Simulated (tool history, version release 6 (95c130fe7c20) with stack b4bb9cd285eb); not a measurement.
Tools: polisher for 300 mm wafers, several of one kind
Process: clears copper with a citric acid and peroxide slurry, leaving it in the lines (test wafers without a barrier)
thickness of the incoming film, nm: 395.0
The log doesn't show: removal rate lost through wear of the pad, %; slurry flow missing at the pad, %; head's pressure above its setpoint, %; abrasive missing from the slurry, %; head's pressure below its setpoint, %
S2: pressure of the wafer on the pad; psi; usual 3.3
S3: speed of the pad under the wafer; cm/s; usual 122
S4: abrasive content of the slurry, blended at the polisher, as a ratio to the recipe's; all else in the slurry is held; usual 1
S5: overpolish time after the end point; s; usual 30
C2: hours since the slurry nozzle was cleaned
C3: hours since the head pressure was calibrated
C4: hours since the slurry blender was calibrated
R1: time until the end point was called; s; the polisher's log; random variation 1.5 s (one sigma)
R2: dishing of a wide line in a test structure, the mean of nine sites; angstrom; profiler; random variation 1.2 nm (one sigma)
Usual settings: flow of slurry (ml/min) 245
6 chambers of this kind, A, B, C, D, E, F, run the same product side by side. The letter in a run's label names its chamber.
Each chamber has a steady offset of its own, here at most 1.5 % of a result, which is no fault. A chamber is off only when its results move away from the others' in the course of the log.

Run 1C, hour 11.4: usual settings; wafers polished on this pad 614; C2 417.3; C3 494.5; C4 154.6. Result: R1 122.5 s, R2 565.4 angstrom.
At hour 12.5: chamber D: worn pad replaced by a new one.
At hour 15.5: chamber B: slurry nozzle cleaned.
At hour 18.7: chamber E: worn pad replaced by a new one.
At hour 23.1: chamber C: head pressure recalibrated.
Run 2D, hour 25.1: usual settings; wafers polished on this pad 51; C2 685.1; C3 347.2; C4 364. Result: R1 123.85 s, R2 567.37 angstrom.
Run 3A, hour 32.6: usual settings; wafers polished on this pad 198; C2 37.5; C3 89.6; C4 57.5. Result: R1 123.31 s, R2 587.37 angstrom.
At hour 41.3: chamber F: slurry nozzle cleaned.
Run 4F, hour 42.1: usual settings; wafers polished on this pad 382; C2 0.8; C3 465.9; C4 194.4. Result: R1 119.38 s, R2 558.13 angstrom.
Run 5E, hour 49.7: usual settings; wafers polished on this pad 127; C2 376.5; C3 862.2; C4 228.1. Result: R1 121.76 s, R2 568.55 angstrom.
Run 6B, hour 62.7: usual settings; wafers polished on this pad 418; C2 47.2; C3 556.9; C4 352.4. Result: R1 121.28 s, R2 564.98 angstrom.
At hour 77.3: chamber C: slurry nozzle cleaned.
Run 7A, hour 78.9: usual settings; wafers polished on this pad 388; C2 83.8; C3 135.9; C4 103.8. Result: R1 122.77 s, R2 560.96 angstrom.
At hour 83.2: chamber B: worn pad replaced by a new one.
Run 8D, hour 88.5: usual settings; wafers polished on this pad 312; C2 748.5; C3 410.6; C4 427.4. Result: R1 120.37 s, R2 565.31 angstrom.
At hour 97.8: chamber F: worn pad replaced by a new one.
At hour 102: chamber D: slurry blender recalibrated.
Run 9C, hour 103.3: usual settings; wafers polished on this pad 992; C2 26.1; C3 80.3; C4 246.5. Result: R1 123.09 s, R2 565.79 angstrom.
At hour 115.5: chamber B: slurry blender recalibrated.
Run 10F, hour 119.6: usual settings; wafers polished on this pad 89; C2 78.3; C3 543.4; C4 271.9. Result: R1 121.66 s, R2 557.14 angstrom.
At hour 122.4: chamber C: worn pad replaced by a new one.
At hour 124.2: chamber F: slurry blender recalibrated.
Run 11E, hour 132: usual settings; wafers polished on this pad 465; C2 458.8; C3 944.5; C4 310.4. Result: R1 120.77 s, R2 567.97 angstrom.
At hour 137.5: chamber E: slurry blender recalibrated.
Run 12B, hour 139: usual settings; wafers polished on this pad 229; C2 123.5; C3 633.2; C4 23.5. Result: R1 121.3 s, R2 565.63 angstrom.
At hour 151.5: chamber E: slurry nozzle cleaned.
Run 13D, hour 155.1: usual settings but S2 4.1 psi, S4 0.85; wafers polished on this pad 585; C2 815.1; C3 477.2; C4 53.2. Result: R1 102.87 s, R2 644.63 angstrom.
At hour 165.1: chamber E: worn pad replaced by a new one.
Run 14E, hour 171: usual settings but S2 4.1 psi, S4 0.85; wafers polished on this pad 24; C2 19.6; C3 983.5; C4 33.6. Result: R1 99.467 s, R2 632.13 angstrom.
Run 15B, hour 181.8: usual settings but S2 4.1 psi, S4 0.85; wafers polished on this pad 405; C2 166.3; C3 676; C4 66.3. Result: R1 99.453 s, R2 655.31 angstrom.
At hour 184.2: chamber C: slurry blender recalibrated.
At hour 185: chamber D: slurry nozzle cleaned.
At hour 187.6: chamber D: worn pad replaced by a new one.
Run 16C, hour 193.2: usual settings but S2 4.1 psi, S4 0.85; wafers polished on this pad 290; C2 116; C3 170.2; C4 9.1. Result: R1 102.01 s, R2 623.62 angstrom.
At hour 195.3: chamber B: worn pad replaced by a new one.
At hour 208.3: chamber E: head pressure recalibrated.
Run 17A, hour 208.6: usual settings but S2 4.1 psi, S4 0.85; wafers polished on this pad 921; C2 213.5; C3 265.6; C4 233.5. Result: R1 102.73 s, R2 624.84 angstrom.
Run 18F, hour 216.3: usual settings but S2 4.1 psi, S4 0.85; wafers polished on this pad 486; C2 175; C3 640.1; C4 92.1. Result: R1 102.48 s, R2 661.38 angstrom.
At hour 220.5: chamber F: worn pad replaced by a new one.
Run 19D, hour 226.9: usual settings; wafers polished on this pad 161; C2 42; C3 549; C4 125. Result: R1 121.96 s, R2 555.53 angstrom.
Run 20C, hour 235: usual settings; wafers polished on this pad 462; C2 157.8; C3 212; C4 50.9. Result: R1 121.52 s, R2 548.03 angstrom.
Run 21B, hour 248.8: usual settings; wafers polished on this pad 219; C2 233.3; C3 743; C4 133.3. Result: R1 122.64 s, R2 557.03 angstrom.
At hour 250.2: chamber A: worn pad replaced by a new one.
Run 22E, hour 259.5: usual settings but S2 4.3 psi; wafers polished on this pad 388; C2 108.1; C3 51.3; C4 122.1. Result: R1 93.513 s, R2 685.72 angstrom.
At hour 265.9: chamber F: head pressure recalibrated.
Run 23A, hour 273.9: usual settings but S2 4.3 psi; wafers polished on this pad 97; C2 278.8; C3 330.9; C4 298.8. Result: R1 94.745 s, R2 664.69 angstrom.
At hour 284.1: chamber A: slurry blender recalibrated.
Run 24F, hour 285.5: usual settings but S2 4.3 psi; wafers polished on this pad 267; C2 244.2; C3 19.6; C4 161.3. Result: R1 101.93 s, R2 639.31 angstrom.
Run 25D, hour 299.4: usual settings but S2 4.3 psi; wafers polished on this pad 459; C2 114.5; C3 621.5; C4 197.5. Result: R1 94.502 s, R2 702.45 angstrom.
At hour 301.5: chamber E: worn pad replaced by a new one.
Run 26E, hour 314.5: usual settings but S2 4.3 psi; wafers polished on this pad 53; C2 163.1; C3 106.3; C4 177.1. Result: R1 93.547 s, R2 673.86 angstrom.
At hour 316.5: chamber B: worn pad replaced by a new one.
Run 27C, hour 321.5: usual settings but S2 4.3 psi; wafers polished on this pad 817; C2 244.3; C3 298.5; C4 137.4. Result: R1 95.064 s, R2 664.86 angstrom.
At hour 322.5: chamber D: worn pad replaced by a new one.
Run 28F, hour 330: usual settings but flow of slurry (ml/min) 195, S5 43 s; wafers polished on this pad 449; C2 288.7; C3 64.1; C4 205.8. Result: R1 134.83 s, R2 625.8 angstrom.
Run 29B, hour 339.5: usual settings but flow of slurry (ml/min) 195, S5 43 s; wafers polished on this pad 94; C2 324; C3 833.7; C4 224. Result: R1 124.59 s, R2 674.1 angstrom.
Run 30A, hour 352.5: usual settings but flow of slurry (ml/min) 195, S5 43 s; wafers polished on this pad 420; C2 357.4; C3 409.5; C4 68.4. Result: R1 126.52 s, R2 668.53 angstrom.
At hour 355.1: chamber F: worn pad replaced by a new one.
Run 31A, hour 366.2: usual settings but flow of slurry (ml/min) 195, S5 43 s; wafers polished on this pad 476; C2 371.1; C3 423.2; C4 82.1. Result: R1 128.15 s, R2 704.56 angstrom.
At hour 379.1: chamber C: worn pad replaced by a new one.
Run 32F, hour 379.7: usual settings but flow of slurry (ml/min) 195, S5 43 s; wafers polished on this pad 101; C2 338.4; C3 113.8; C4 255.5. Result: R1 136.33 s, R2 637.48 angstrom.
Run 33E, hour 390.6: usual settings but flow of slurry (ml/min) 195, S5 43 s; wafers polished on this pad 366; C2 239.2; C3 182.4; C4 253.2. Result: R1 124.72 s, R2 709.57 angstrom.
Run 34C, hour 399.3: usual settings; wafers polished on this pad 83; C2 322.1; C3 376.3; C4 215.2. Result: R1 122.03 s, R2 549.02 angstrom.
Run 35B, hour 410.8: usual settings but flow of slurry (ml/min) 325, S5 47 s; wafers polished on this pad 387; C2 395.3; C3 905; C4 295.3. Result: R1 121.39 s, R2 763.3 angstrom.
Run 36D, hour 421.7: usual settings but flow of slurry (ml/min) 325, S5 47 s; wafers polished on this pad 407; C2 236.8; C3 743.8; C4 319.8. Result: R1 117.86 s, R2 727.72 angstrom.

All 6 chambers run these settings next. Forecast each chamber's results:
Run 37A, hour 433.3: usual settings. Result: R1 ?, R2 ?.
Run 37B, hour 433.3: usual settings. Result: R1 ?, R2 ?.
Run 37C, hour 433.3: usual settings. Result: R1 ?, R2 ?.
Run 37D, hour 433.3: usual settings. Result: R1 ?, R2 ?.
Run 37E, hour 433.3: usual settings. Result: R1 ?, R2 ?.
Run 37F, hour 433.3: usual settings. Result: R1 ?, R2 ?.

run      R1      R2
37A  123.25  560.07
37B  121.71  558.63
37C  122.75  539.43
37D  124.17  557.72
37E  119.55  560.15
37F  132.62  523.04

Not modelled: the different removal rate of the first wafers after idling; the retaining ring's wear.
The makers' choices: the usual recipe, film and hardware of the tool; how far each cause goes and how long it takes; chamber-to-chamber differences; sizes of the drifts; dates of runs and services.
